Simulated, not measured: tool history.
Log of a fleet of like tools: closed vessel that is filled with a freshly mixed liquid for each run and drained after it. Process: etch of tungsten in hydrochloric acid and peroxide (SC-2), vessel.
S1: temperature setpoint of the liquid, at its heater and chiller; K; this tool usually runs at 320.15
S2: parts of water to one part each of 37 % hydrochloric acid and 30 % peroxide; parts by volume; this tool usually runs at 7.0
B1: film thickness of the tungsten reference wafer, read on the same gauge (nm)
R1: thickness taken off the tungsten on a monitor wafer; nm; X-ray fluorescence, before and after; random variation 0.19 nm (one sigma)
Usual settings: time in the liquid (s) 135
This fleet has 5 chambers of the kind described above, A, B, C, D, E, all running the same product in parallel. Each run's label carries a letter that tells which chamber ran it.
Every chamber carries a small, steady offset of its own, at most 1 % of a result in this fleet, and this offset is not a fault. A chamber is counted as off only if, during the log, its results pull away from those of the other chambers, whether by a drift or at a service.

run 1C hour=8.3 | S1=320.15 S2=7.0 time_in_the_liquid_(s)=135 | B1=150.01 | R1=22.090
run 2E hour=20.1 | S1=320.15 S2=7.0 time_in_the_liquid_(s)=135 | B1=149.98 | R1=21.813
-- hour=22.0 chamber B: new drum of peroxide connected
run 3D hour=34.0 | S1=320.15 S2=7.0 time_in_the_liquid_(s)=135 | B1=149.97 | R1=21.909
run 4B hour=42.1 | S1=320.15 S2=7.0 time_in_the_liquid_(s)=135 | B1=150.01 | R1=21.909
run 5A hour=52.3 | S1=320.15 S2=7.0 time_in_the_liquid_(s)=135 | B1=150.02 | R1=21.757
run 6D hour=65.1 | S1=320.15 S2=7.0 time_in_the_liquid_(s)=135 | B1=150.00 | R1=22.006
-- hour=75.2 chamber C: new drum of peroxide connected
run 7E hour=76.5 | S1=320.15 S2=7.0 time_in_the_liquid_(s)=165 | B1=150.00 | R1=26.933
-- hour=90.1 chamber C: chemicals flow meter replaced
run 8C hour=90.2 | S1=320.15 S2=7.0 time_in_the_liquid_(s)=165 | B1=149.99 | R1=26.775
run 9B hour=105.6 | S1=320.15 S2=7.0 time_in_the_liquid_(s)=165 | B1=150.00 | R1=26.576
run 10A hour=116.1 | S1=320.15 S2=7.0 time_in_the_liquid_(s)=165 | B1=149.99 | R1=26.711
run 11A hour=126.9 | S1=320.15 S2=7.0 time_in_the_liquid_(s)=165 | B1=150.00 | R1=26.921
run 12E hour=140.2 | S1=320.15 S2=7.0 time_in_the_liquid_(s)=135 | B1=150.00 | R1=21.708
run 13D hour=155.5 | S1=320.15 S2=7.0 time_in_the_liquid_(s)=135 | B1=150.02 | R1=21.882
run 14B hour=170.3 | S1=320.15 S2=7.0 time_in_the_liquid_(s)=190 | B1=149.94 | R1=31.380
run 15C hour=182.6 | S1=320.15 S2=7.0 time_in_the_liquid_(s)=190 | B1=150.01 | R1=31.163
run 16E hour=191.8 | S1=320.15 S2=7.0 time_in_the_liquid_(s)=190 | B1=149.98 | R1=30.443
run 17A hour=202.3 | S1=320.15 S2=7.0 time_in_the_liquid_(s)=190 | B1=149.98 | R1=30.915
run 18D hour=214.3 | S1=320.15 S2=7.0 time_in_the_liquid_(s)=190 | B1=150.00 | R1=31.123
run 19B hour=224.6 | S1=320.15 S2=7.0 time_in_the_liquid_(s)=135 | B1=150.04 | R1=22.357
run 20C hour=232.5 | S1=320.15 S2=7.0 time_in_the_liquid_(s)=135 | B1=150.01 | R1=22.539
-- hour=233.6 chamber A: new drum of peroxide connected
run 21C hour=242.4 | S1=320.15 S2=7.0 time_in_the_liquid_(s)=135 | B1=150.00 | R1=22.904
run 22A hour=250.9 | S1=320.15 S2=9.5 time_in_the_liquid_(s)=210 | B1=149.97 | R1=26.580
run 23D hour=263.0 | S1=320.15 S2=9.5 time_in_the_liquid_(s)=210 | B1=150.02 | R1=26.516
run 24E hour=270.8 | S1=320.15 S2=9.5 time_in_the_liquid_(s)=210 | B1=150.00 | R1=26.461
run 25B hour=277.9 | S1=320.15 S2=9.5 time_in_the_liquid_(s)=210 | B1=150.01 | R1=26.602
run 26C hour=292.4 | S1=320.15 S2=9.5 time_in_the_liquid_(s)=210 | B1=149.98 | R1=27.920
run 27B hour=303.4 | S1=320.15 S2=7.0 time_in_the_liquid_(s)=135 | B1=150.00 | R1=21.898
run 28E hour=317.6 | S1=320.15 S2=7.0 time_in_the_liquid_(s)=200 | B1=150.02 | R1=32.576
-- hour=319.3 chamber D: thermometer replaced
run 29D hour=328.7 | S1=320.15 S2=7.0 time_in_the_liquid_(s)=200 | B1=150.00 | R1=32.672
-- hour=338.7 chamber D: new drum of peroxide connected
run 30A hour=343.1 | S1=320.15 S2=7.0 time_in_the_liquid_(s)=200 | B1=149.98 | R1=32.170
-- hour=348.5 chamber A: chemicals flow meter replaced
-- hour=348.6 chamber E: chemicals flow meter replaced
run 31E hour=358.5 | S1=320.15 S2=7.0 time_in_the_liquid_(s)=200 | B1=150.07 | R1=32.798
run 32D hour=374.5 | S1=320.15 S2=7.0 time_in_the_liquid_(s)=200 | B1=149.99 | R1=32.620
run 33C hour=383.2 | S1=320.15 S2=7.0 time_in_the_liquid_(s)=135 | B1=150.01 | R1=23.739
-- hour=395.8 chamber A: thermometer replaced
run 34A hour=396.4 | S1=320.15 S2=7.0 time_in_the_liquid_(s)=135 | B1=150.01 | R1=21.906
run 35B hour=404.1 | S1=320.15 S2=7.0 time_in_the_liquid_(s)=135 | B1=150.02 | R1=21.896
run 36B hour=415.2 | S1=320.15 S2=9.0 time_in_the_liquid_(s)=135 | B1=149.98 | R1=17.869
run 37A hour=430.2 | S1=320.15 S2=9.0 time_in_the_liquid_(s)=135 | B1=150.03 | R1=17.723
run 38E hour=439.0 | S1=320.15 S2=9.0 time_in_the_liquid_(s)=135 | B1=150.00 | R1=17.800
run 39D hour=453.2 | S1=320.15 S2=9.0 time_in_the_liquid_(s)=135 | B1=150.02 | R1=18.187
run 40C hour=461.5 | S1=320.15 S2=9.0 time_in_the_liquid_(s)=135 | B1=150.00 | R1=19.601
run 41B hour=475.7 | S1=320.15 S2=7.0 time_in_the_liquid_(s)=135 | B1=149.97 | R1=21.907
run 42A hour=487.0 | S1=320.15 S2=7.0 time_in_the_liquid_(s)=135 | B1=150.00 | R1=21.962
run 43D hour=502.3 | S1=320.15 S2=7.0 time_in_the_liquid_(s)=135 | B1=150.00 | R1=21.963
run 44E hour=513.7 | S1=320.15 S2=7.0 time_in_the_liquid_(s)=135 | B1=150.02 | R1=21.828

Next, all 5 chambers run the settings below, one line each with question marks for the results. What does each chamber give?
run 45A hour=525.1 | S1=320.15 S2=7.0 time_in_the_liquid_(s)=135 | R1=?
run 45B hour=525.1 | S1=320.15 S2=7.0 time_in_the_liquid_(s)=135 | R1=?
run 45C hour=525.1 | S1=320.15 S2=7.0 time_in_the_liquid_(s)=135 | R1=?
run 45D hour=525.1 | S1=320.15 S2=7.0 time_in_the_liquid_(s)=135 | R1=?
run 45E hour=525.1 | S1=320.15 S2=7.0 time_in_the_liquid_(s)=135 | R1=?

run=45A R1=21.758
run=45B R1=22.270
run=45C R1=24.380
run=45D R1=22.264
run=45E R1=21.673

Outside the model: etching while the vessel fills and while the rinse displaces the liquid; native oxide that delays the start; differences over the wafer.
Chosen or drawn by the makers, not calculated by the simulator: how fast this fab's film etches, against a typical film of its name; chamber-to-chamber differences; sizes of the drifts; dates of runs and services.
